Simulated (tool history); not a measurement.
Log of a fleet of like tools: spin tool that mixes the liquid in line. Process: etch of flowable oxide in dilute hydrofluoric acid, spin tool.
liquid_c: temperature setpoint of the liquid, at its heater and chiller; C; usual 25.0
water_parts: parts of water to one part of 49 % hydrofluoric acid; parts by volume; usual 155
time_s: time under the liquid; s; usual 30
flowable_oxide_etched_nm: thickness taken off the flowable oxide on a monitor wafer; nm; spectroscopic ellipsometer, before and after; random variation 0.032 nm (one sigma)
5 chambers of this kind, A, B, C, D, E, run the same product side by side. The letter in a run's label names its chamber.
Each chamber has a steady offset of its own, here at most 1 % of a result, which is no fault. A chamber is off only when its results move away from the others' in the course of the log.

| run | hour | liquid_c | water_parts | time_s | hours since the thermometer was replaced | hours since the hydrofluoric acid flow meter was replaced | read-back film thickness of the flowable oxide reference wafer, read on the same gauge (nm) | flowable_oxide_etched_nm |
|---|---|---|---|---|---|---|---|---|
| 1A | 9.7 | 25.0 | 155 | 30 | 576.3 | 271.6 | 70.011 | 8.6170 |
| 2B | 16.4 | 25.0 | 155 | 30 | 1821.1 | 269.6 | 69.984 | 8.7109 |
| 3E | 21.4 | 25.0 | 155 | 30 | 75.6 | 1199.7 | 70.001 | 8.6455 |
| 4D | 31.3 | 25.0 | 155 | 30 | 1199.2 | 294.3 | 70.014 | 8.5605 |
| 5C | 36.4 | 25.0 | 155 | 30 | 443.9 | 359.1 | 69.956 | 8.6322 |
| 6A | 42.3 | 25.0 | 155 | 30 | 608.9 | 304.2 | 69.991 | 8.6896 |
| 7D | 49.2 | 25.0 | 155 | 30 | 1217.1 | 312.2 | 70.017 | 8.5136 |
| 8C | 58.9 | 25.0 | 155 | 30 | 466.4 | 381.6 | 70.009 | 8.6803 |
| 9B | 67.4 | 25.0 | 155 | 30 | 1872.1 | 320.6 | 70.005 | 8.6723 |
| 10E | 76.5 | 25.0 | 155 | 30 | 130.7 | 1254.8 | 70.017 | 8.6800 |
| 11A | 82.2 | 25.0 | 155 | 30 | 648.8 | 344.1 | 69.999 | 8.6822 |
| 12C | 87.3 | 25.0 | 155 | 30 | 494.8 | 410.0 | 69.996 | 8.6574 |
| 13E | 93.9 | 25.0 | 155 | 30 | 148.1 | 1272.2 | 69.979 | 8.6127 |
| 14B | 101.4 | 25.0 | 155 | 30 | 1906.1 | 354.6 | 69.990 | 8.6587 |
| 15D | 107.3 | 29.0 | 155 | 50 | 1275.2 | 370.3 | 69.985 | 16.6300 |
| 16E | 112.3 | 29.0 | 155 | 50 | 166.5 | 1290.6 | 69.987 | 16.7740 |
| 17B | 118.2 | 29.0 | 155 | 50 | 1922.9 | 371.4 | 70.000 | 16.6490 |
| 18D | 124.4 | 29.0 | 155 | 50 | 1292.3 | 387.4 | 70.053 | 16.5250 |
| 19A | 132.3 | 29.0 | 155 | 50 | 698.9 | 394.2 | 70.008 | 16.6850 |
| 20C | 138.8 | 25.0 | 155 | 30 | 546.3 | 461.5 | 70.010 | 8.6139 |
|  | 145.4 | chamber B: hydrofluoric acid flow meter replaced |
| 21E | 147.2 | 25.0 | 155 | 30 | 201.4 | 1325.5 | 70.018 | 8.5925 |
| 22D | 153.9 | 25.0 | 155 | 30 | 1321.8 | 416.9 | 69.945 | 8.5865 |
| 23B | 163.4 | 25.0 | 155 | 30 | 1968.1 | 18.1 | 70.014 | 8.6982 |
| 24A | 172.1 | 25.0 | 155 | 30 | 738.7 | 434.0 | 69.984 | 8.6095 |
| 25C | 178.8 | 25.0 | 155 | 30 | 586.3 | 501.5 | 70.008 | 8.6755 |
| 26C | 188.5 | 25.0 | 155 | 30 | 596.0 | 511.2 | 69.972 | 8.6710 |
| 27A | 197.7 | 25.0 | 155 | 30 | 764.3 | 459.6 | 69.977 | 8.6215 |
| 28B | 204.8 | 25.0 | 155 | 30 | 2009.5 | 59.5 | 69.992 | 8.6438 |
| 29D | 211.8 | 25.0 | 155 | 30 | 1379.7 | 474.8 | 69.967 | 8.5441 |
| 30E | 220.8 | 25.0 | 155 | 30 | 275.0 | 1399.1 | 70.026 | 8.6318 |
| 31D | 225.6 | 25.0 | 155 | 30 | 1393.5 | 488.6 | 69.999 | 8.5842 |
| 32A | 233.2 | 25.0 | 155 | 30 | 799.8 | 495.1 | 69.965 | 8.6280 |

What goes on in this fleet: one chamber off, a drifting gauge, or nothing beyond the chambers' own small offsets? Name the chamber and the cause, if any.

No chamber stands off beyond its own small offset, and the gauge holds steady.
